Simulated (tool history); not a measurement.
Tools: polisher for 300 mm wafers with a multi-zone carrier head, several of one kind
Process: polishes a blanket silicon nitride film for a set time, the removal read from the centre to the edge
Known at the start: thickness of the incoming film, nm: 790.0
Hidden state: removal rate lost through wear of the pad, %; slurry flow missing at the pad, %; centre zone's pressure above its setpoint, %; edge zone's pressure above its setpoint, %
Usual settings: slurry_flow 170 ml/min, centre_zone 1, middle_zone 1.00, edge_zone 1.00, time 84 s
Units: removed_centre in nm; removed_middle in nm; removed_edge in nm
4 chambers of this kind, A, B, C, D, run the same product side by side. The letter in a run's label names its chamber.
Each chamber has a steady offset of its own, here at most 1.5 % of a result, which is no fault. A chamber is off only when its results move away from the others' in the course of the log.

run	hour	slurry_flow	centre_zone	middle_zone	edge_zone	time	wafers polished on this pad	hours since the slurry nozzle was cleaned	hours since the centre zone pressure was calibrated	hours since the edge zone pressure was calibrated	removed_centre	removed_middle	removed_edge
# hour 1.9: chamber B: worn pad replaced by a new one
1C	5.2	170	1	1.00	1.00	84	70	325.8	488.6	224.7	223.56	225.77	222.67
# hour 10.1: chamber A: worn pad replaced by a new one
2A	11.0	170	1	1.00	1.00	84	10	121.5	487.1	601.8	224.42	218.58	226.05
3D	14.9	170	1	1.00	1.00	84	298	280.8	504.3	235.3	226.37	221.03	224.45
4B	19.6	170	1	1.00	1.00	84	198	284.0	989.1	496.4	222.80	224.42	225.62
# hour 20.2: chamber C: slurry nozzle cleaned
5D	24.1	170	1	1.00	1.00	84	401	290.0	513.5	244.5	221.73	221.03	223.31
6A	27.5	170	1	1.00	1.00	84	195	138.0	503.6	618.3	222.87	221.10	221.21
7C	32.7	170	1	1.00	1.00	84	378	12.5	516.1	252.2	226.45	225.27	227.15
8B	38.9	170	1	1.00	1.00	84	414	303.3	1008.4	515.7	222.26	219.12	223.18
9A	44.4	170	1	1.00	1.00	84	384	154.9	520.5	635.2	222.57	223.90	221.69
# hour 49.9: chamber D: worn pad replaced by a new one
10B	51.1	170	1	1.00	1.00	84	551	315.5	1020.6	527.9	220.28	220.20	223.18
# hour 56.5: chamber A: worn pad replaced by a new one
11D	58.1	170	1	1.00	1.00	84	91	324.0	547.5	278.5	225.47	227.37	224.19
# hour 58.3: chamber C: worn pad replaced by a new one
12C	62.0	170	1	1.00	1.00	84	42	41.8	545.4	281.5	223.68	218.29	227.13
# hour 65.1: chamber C: centre zone pressure recalibrated
13C	67.9	115	1	1.00	1.00	84	108	47.7	2.8	287.4	207.16	210.81	208.40
# hour 70.7: chamber D: slurry nozzle cleaned
14A	73.4	115	1	1.00	1.00	84	189	183.9	549.5	664.2	204.40	203.36	211.23
15B	79.5	115	1	1.00	1.00	84	868	343.9	1049.0	556.3	203.37	207.23	209.70
16D	86.5	115	1	1.00	1.00	84	409	15.9	575.9	306.9	205.24	205.39	206.54
17D	91.8	170	1	1.00	1.00	84	468	21.2	581.2	312.2	223.98	218.18	220.51
18C	96.2	170	1	1.00	1.00	84	424	76.0	31.1	315.7	227.48	218.10	224.75
19B	100.0	170	1	1.00	1.00	84	1097	364.4	1069.5	576.8	222.32	219.11	219.85
# hour 102.9: chamber B: worn pad replaced by a new one
# hour 103.9: chamber D: worn pad replaced by a new one
20A	105.9	210	1	1.09	1.00	84	552	216.4	582.0	696.7	231.89	251.03	228.54
# hour 107.2: chamber A: worn pad replaced by a new one
21B	110.4	210	1	1.09	1.00	84	84	374.8	1079.9	587.2	232.18	253.15	227.44
22A	114.1	210	1	1.09	1.00	84	77	224.6	590.2	704.9	233.38	251.07	227.82
# hour 116.4: chamber D: edge zone pressure recalibrated
# hour 117.6: chamber C: worn pad replaced by a new one
23C	117.9	210	1	1.09	1.00	84	3	97.7	52.8	337.4	231.70	250.98	225.96
24D	124.1	190	1	0.93	1.00	84	226	53.5	613.5	7.8	232.78	216.10	226.55
25C	129.2	190	1	0.93	1.00	84	129	109.0	64.1	348.7	229.01	208.99	225.04
26B	132.9	190	1	0.93	1.00	84	336	397.3	1102.4	609.7	229.08	209.19	223.74
27A	138.7	190	1	0.93	1.00	84	352	249.2	614.8	729.5	225.09	212.48	227.77
28D	145.8	170	1	1.00	1.00	84	469	75.2	635.2	29.5	227.61	222.73	224.25
29C	150.2	170	1	1.00	1.00	84	364	130.0	85.1	369.7	225.74	223.58	227.04
# hour 150.5: chamber A: worn pad replaced by a new one
30D	156.8	170	1	1.00	1.00	84	592	86.2	646.2	40.5	228.58	229.94	220.54
31B	161.1	170	1	1.00	1.00	84	651	425.5	1130.6	637.9	222.78	223.63	222.46
32A	166.3	170	1	1.00	1.00	84	177	276.8	642.4	757.1	226.25	222.31	220.53
# hour 168.8: chamber D: worn pad replaced by a new one
# hour 172.2: chamber B: edge zone pressure recalibrated
33C	173.3	170	1	1.00	1.00	84	623	153.1	108.2	392.8	225.68	221.04	219.60
# hour 173.9: chamber B: slurry nozzle cleaned
# hour 174.6: chamber C: worn pad replaced by a new one
34A	178.4	170	1	1.00	1.00	84	312	288.9	654.5	769.2	227.62	220.15	224.30
# hour 183.7: chamber C: edge zone pressure recalibrated
35B	185.2	170	1	1.00	1.00	84	921	11.4	1154.7	13.0	223.76	221.93	221.73
36D	189.5	170	1	1.00	1.00	84	232	118.9	678.9	73.2	233.17	221.96	222.09
37B	193.4	170	1	1.00	1.00	84	1012	19.6	1162.9	21.2	221.54	226.28	220.47
# hour 199.1: chamber A: centre zone pressure recalibrated
38D	199.2	170	1	1.00	1.00	84	340	128.6	688.6	82.9	229.11	227.86	219.68
# hour 203.1: chamber A: worn pad replaced by a new one
# hour 204.9: chamber B: worn pad replaced by a new one
39A	205.7	170	1	1.00	1.00	84	30	316.2	6.7	796.5	224.55	221.72	221.43
40C	212.0	170	1	1.00	1.00	84	418	191.8	146.9	28.3	222.66	222.69	223.70
41D	216.0	170	1	1.00	1.00	84	528	145.4	705.4	99.7	235.15	225.82	218.28
42B	220.5	170	1	1.00	1.00	84	174	46.7	1190.0	48.3	223.28	223.94	225.92
43A	227.7	170	1	1.00	1.00	84	276	338.2	28.7	818.5	226.67	220.71	220.68
# hour 230.3: chamber C: worn pad replaced by a new one
44C	234.8	170	1	1.00	1.00	84	50	214.6	169.7	51.1	224.95	223.07	223.89

Is one chamber off against the others, does the gauge drift, or is nothing wrong? If a chamber is off, say which, and what the likeliest cause is.

Chamber D drifts away from the others.
Cause: centre zone's pressure above its setpoint, % = 4.06.

Here are 4 candidates for chamber D's next run, each the usual settings with a change, their results left as question marks. Which one brings its results back in line with what the others give on the usual settings?
In line means no further than this from the other chambers' mean on the usual settings: removed_centre 5.70 nm; removed_middle 10.00 nm; removed_edge 9.10 nm
45D-1	240.1	175	1.07	1.00	0.96	84					?	?	?
45D-2	240.1	165	0.97	1.00	1.02	84					?	?	?
45D-3	240.1	165	0.93	1.00	1.04	84					?	?	?
45D-4	240.1	175	1.03	1.00	0.98	84					?	?	?

The other chambers' mean on the usual settings: removed_centre 223.97 nm; removed_middle 222.23 nm; removed_edge 222.39 nm
run	removed_centre	removed_middle	removed_edge
45D-1	252.89	223.04	215.83
45D-2	224.80	220.93	221.08
45D-3	214.69	220.98	223.35
45D-4	242.67	223.09	218.12
45D-2 brings the chamber back in line.
